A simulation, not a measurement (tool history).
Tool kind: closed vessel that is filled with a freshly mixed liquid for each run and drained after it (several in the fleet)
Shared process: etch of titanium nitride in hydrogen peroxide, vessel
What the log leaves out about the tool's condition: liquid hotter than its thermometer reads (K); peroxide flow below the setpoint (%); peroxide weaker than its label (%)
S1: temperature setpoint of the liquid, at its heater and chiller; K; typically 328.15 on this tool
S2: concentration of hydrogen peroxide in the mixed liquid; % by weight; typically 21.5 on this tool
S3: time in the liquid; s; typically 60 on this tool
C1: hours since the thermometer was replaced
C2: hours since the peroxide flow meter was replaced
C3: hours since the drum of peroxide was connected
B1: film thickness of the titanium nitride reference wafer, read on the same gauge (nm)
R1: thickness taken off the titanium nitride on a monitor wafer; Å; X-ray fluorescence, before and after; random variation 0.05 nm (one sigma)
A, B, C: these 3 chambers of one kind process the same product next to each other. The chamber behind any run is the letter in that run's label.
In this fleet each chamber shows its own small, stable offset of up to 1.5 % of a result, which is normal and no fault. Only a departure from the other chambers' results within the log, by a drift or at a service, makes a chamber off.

run	day	S1	S2	S3	C1	C2	C3	B1	R1
1B	0.279	328.15	21.5	60	740.8	368.8	328.5	80.015	65.709
2A	0.517	328.15	21.5	60	1938.2	323.8	652.9	79.994	63.668
3C	0.721	328.15	21.5	60	541.7	1149.9	83.1	79.987	64.512
4A	1.038	328.15	21.5	60	1950.7	336.3	665.4	80.009	64.069
5C	1.288	328.15	21.5	60	555.3	1163.5	96.7	80	64.438
6B	1.533	328.15	21.5	60	770.9	398.9	358.6	80	65.171
7B	1.762	328.15	21.5	60	776.4	404.4	364.1	79.968	65.926
8C	1.938	328.15	21.5	60	570.9	1179.1	112.3	79.979	63.69
9A	2.121	328.15	21.5	60	1976.7	362.3	691.4	79.969	64.572
10C	2.325	328.15	21.5	60	580.2	1188.4	121.6	80.017	64.249
11B	2.646	328.15	21.5	60	797.6	425.6	385.3	80.013	66.194
# day 2.746: chamber A: new drum of peroxide connected
12A	2.925	328.15	21.5	60	1996	381.6	4.3	79.995	64.261
13B	3.2	328.15	21.5	60	810.9	438.9	398.6	80.025	66.363
14A	3.404	328.15	17.5	60	2007.5	393.1	15.8	79.979	61.044
15C	3.571	328.15	17.5	60	610.1	1218.3	151.5	79.987	61.864
16A	3.717	328.15	17.5	60	2015	400.6	23.3	79.998	61.952
17C	3.896	328.15	21.5	60	617.9	1226.1	159.3	79.981	64.831
18B	4.071	328.15	21.5	60	831.8	459.8	419.5	79.985	66.065
19A	4.25	328.15	21.5	60	2027.8	413.4	36.1	79.991	64.483
20B	4.483	323.65	21.5	70	841.7	469.7	429.4	80.022	56.741
21C	4.75	323.65	21.5	70	638.4	1246.6	179.8	79.984	53.65
22B	4.896	323.65	21.5	70	851.6	479.6	439.3	80.015	56.972
23A	5.112	328.15	21.5	60	2048.5	434.1	56.8	80.017	64.185
24C	5.271	328.15	21.5	60	650.9	1259.1	192.3	79.97	65.229
25C	5.408	328.15	21.5	60	654.2	1262.4	195.6	79.983	64.081
26A	5.567	328.15	21.5	60	2059.4	445	67.7	79.992	63.029
27B	5.833	328.15	21.5	60	874.1	502.1	461.8	80.021	67.219
28A	6.071	328.15	21.5	60	2071.5	457.1	79.8	80.001	63.519
29B	6.225	336.15	21.5	60	883.5	511.5	471.2	80.006	119.48
30C	6.479	336.15	21.5	60	679.9	1288.1	221.3	79.987	111.32
31A	6.642	336.15	21.5	60	2085.2	470.8	93.5	79.979	109.91
32B	6.921	328.15	21.5	60	900.2	528.2	487.9	80.016	69.853
33C	7.229	328.15	21.5	60	697.9	1306.1	239.3	79.983	64.885
34B	7.525	328.15	21.5	60	914.7	542.7	502.4	79.982	68.145
35A	7.675	334.65	18.5	60	2110	495.6	118.3	80.013	95.651
36C	7.825	334.65	18.5	60	712.2	1320.4	253.6	80.001	98.916
37C	7.979	334.65	18.5	60	715.9	1324.1	257.3	79.993	96.838

All 3 chambers run these settings next. Forecast each chamber's results:
38A	8.208	331.65	21.5	60					?
38B	8.208	331.65	21.5	60					?
38C	8.208	331.65	21.5	60					?

run	R1
38A	81.15
38B	89.499
38C	81.659
